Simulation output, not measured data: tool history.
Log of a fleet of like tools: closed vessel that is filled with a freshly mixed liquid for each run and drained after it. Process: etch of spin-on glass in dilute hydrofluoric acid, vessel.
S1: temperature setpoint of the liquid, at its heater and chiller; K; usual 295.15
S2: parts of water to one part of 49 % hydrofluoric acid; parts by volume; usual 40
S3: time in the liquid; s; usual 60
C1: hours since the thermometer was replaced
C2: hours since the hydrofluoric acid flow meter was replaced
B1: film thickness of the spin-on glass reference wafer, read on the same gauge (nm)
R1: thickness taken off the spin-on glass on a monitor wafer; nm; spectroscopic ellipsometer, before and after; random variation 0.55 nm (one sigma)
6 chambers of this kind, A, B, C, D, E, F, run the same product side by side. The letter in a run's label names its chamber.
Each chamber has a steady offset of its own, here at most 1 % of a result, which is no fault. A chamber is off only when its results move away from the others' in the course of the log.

run 1F hour=4.3 | S1=295.15 S2=40 S3=60 | C1=1444.0 C2=316.0 | B1=90.009 | R1=57.293
run 2D hour=7.4 | S1=295.15 S2=40 S3=60 | C1=1705.1 C2=602.9 | B1=89.977 | R1=58.137
run 3B hour=11.9 | S1=295.15 S2=40 S3=60 | C1=130.8 C2=194.3 | B1=89.987 | R1=58.168
run 4E hour=14.3 | S1=295.15 S2=40 S3=60 | C1=549.7 C2=1234.8 | B1=90.025 | R1=57.432
run 5A hour=17.5 | S1=295.15 S2=40 S3=60 | C1=237.3 C2=1130.2 | B1=90.001 | R1=57.713
run 6C hour=20.3 | S1=295.15 S2=40 S3=60 | C1=323.3 C2=56.9 | B1=89.959 | R1=58.513
run 7E hour=24.2 | S1=293.65 S2=40 S3=50 | C1=559.6 C2=1244.7 | B1=89.980 | R1=44.636
run 8A hour=28.4 | S1=293.65 S2=40 S3=50 | C1=248.2 C2=1141.1 | B1=90.015 | R1=44.905
run 9B hour=33.2 | S1=293.65 S2=40 S3=50 | C1=152.1 C2=215.6 | B1=90.011 | R1=45.600
run 10D hour=37.3 | S1=293.65 S2=40 S3=50 | C1=1735.0 C2=632.8 | B1=89.997 | R1=45.394
run 11C hour=41.9 | S1=293.65 S2=40 S3=50 | C1=344.9 C2=78.5 | B1=90.014 | R1=44.830
run 12F hour=46.0 | S1=293.65 S2=40 S3=50 | C1=1485.7 C2=357.7 | B1=90.002 | R1=44.700
-- hour=47.6 chamber D: hydrofluoric acid flow meter replaced
run 13E hour=50.9 | S1=295.15 S2=40 S3=60 | C1=586.3 C2=1271.4 | B1=90.018 | R1=56.738
run 14A hour=55.9 | S1=295.15 S2=40 S3=60 | C1=275.7 C2=1168.6 | B1=89.997 | R1=58.677
run 15C hour=59.6 | S1=295.15 S2=40 S3=60 | C1=362.6 C2=96.2 | B1=89.981 | R1=56.919
run 16B hour=64.6 | S1=295.15 S2=40 S3=60 | C1=183.5 C2=247.0 | B1=89.990 | R1=57.949
run 17F hour=68.3 | S1=298.65 S2=40 S3=95 | C1=1508.0 C2=380.0 | B1=89.998 | R1=105.050
run 18D hour=70.5 | S1=298.65 S2=40 S3=95 | C1=1768.2 C2=22.9 | B1=89.983 | R1=106.450
run 19E hour=75.0 | S1=298.65 S2=40 S3=95 | C1=610.4 C2=1295.5 | B1=89.998 | R1=104.410
-- hour=75.6 chamber F: thermometer replaced
run 20F hour=79.2 | S1=298.65 S2=40 S3=95 | C1=3.7 C2=390.9 | B1=90.015 | R1=102.940
run 21B hour=83.0 | S1=298.65 S2=40 S3=95 | C1=201.9 C2=265.4 | B1=90.013 | R1=105.120
run 22C hour=86.7 | S1=298.65 S2=40 S3=95 | C1=389.7 C2=123.3 | B1=89.996 | R1=101.050
run 23A hour=91.4 | S1=295.15 S2=40 S3=60 | C1=311.2 C2=1204.1 | B1=89.988 | R1=58.168
run 24D hour=95.9 | S1=295.15 S2=40 S3=60 | C1=1793.6 C2=48.3 | B1=89.994 | R1=58.880
run 25F hour=98.6 | S1=295.15 S2=40 S3=60 | C1=23.1 C2=410.3 | B1=89.987 | R1=57.501
run 26A hour=102.8 | S1=295.15 S2=40 S3=45 | C1=322.6 C2=1215.5 | B1=90.007 | R1=43.898
run 27C hour=106.4 | S1=295.15 S2=40 S3=45 | C1=409.4 C2=143.0 | B1=89.991 | R1=41.807
run 28D hour=110.4 | S1=295.15 S2=40 S3=45 | C1=1808.1 C2=62.8 | B1=90.001 | R1=43.216
run 29E hour=115.2 | S1=295.15 S2=40 S3=45 | C1=650.6 C2=1335.7 | B1=89.983 | R1=43.302
run 30B hour=120.1 | S1=295.15 S2=40 S3=45 | C1=239.0 C2=302.5 | B1=90.016 | R1=43.200
run 31D hour=125.0 | S1=295.15 S2=40 S3=45 | C1=1822.7 C2=77.4 | B1=90.009 | R1=43.555
run 32A hour=128.9 | S1=295.15 S2=40 S3=60 | C1=348.7 C2=1241.6 | B1=90.004 | R1=59.013
run 33E hour=132.8 | S1=295.15 S2=40 S3=60 | C1=668.2 C2=1353.3 | B1=90.012 | R1=57.245
run 34C hour=135.6 | S1=295.15 S2=40 S3=60 | C1=438.6 C2=172.2 | B1=90.004 | R1=53.648
run 35F hour=138.0 | S1=295.15 S2=40 S3=60 | C1=62.5 C2=449.7 | B1=89.986 | R1=57.899
run 36B hour=141.4 | S1=295.15 S2=20 S3=60 | C1=260.3 C2=323.8 | B1=90.006 | R1=118.790
run 37E hour=144.8 | S1=295.15 S2=20 S3=60 | C1=680.2 C2=1365.3 | B1=90.001 | R1=117.360
run 38D hour=147.5 | S1=295.15 S2=20 S3=60 | C1=1845.2 C2=99.9 | B1=90.011 | R1=119.560
run 39F hour=150.3 | S1=295.15 S2=20 S3=60 | C1=74.8 C2=462.0 | B1=90.005 | R1=117.210
run 40C hour=154.4 | S1=295.15 S2=20 S3=60 | C1=457.4 C2=191.0 | B1=89.991 | R1=110.870
run 41A hour=157.2 | S1=295.15 S2=20 S3=60 | C1=377.0 C2=1269.9 | B1=89.992 | R1=117.510

Next, every chamber runs the same settings. What will each give?
run 42A hour=160.8 | S1=295.15 S2=40 S3=60 | R1=?
run 42B hour=160.8 | S1=295.15 S2=40 S3=60 | R1=?
run 42C hour=160.8 | S1=295.15 S2=40 S3=60 | R1=?
run 42D hour=160.8 | S1=295.15 S2=40 S3=60 | R1=?
run 42E hour=160.8 | S1=295.15 S2=40 S3=60 | R1=?
run 42F hour=160.8 | S1=295.15 S2=40 S3=60 | R1=?

run=42A R1=57.805
run=42B R1=57.487
run=42C R1=52.879
run=42D R1=58.762
run=42E R1=57.679
run=42F R1=57.494
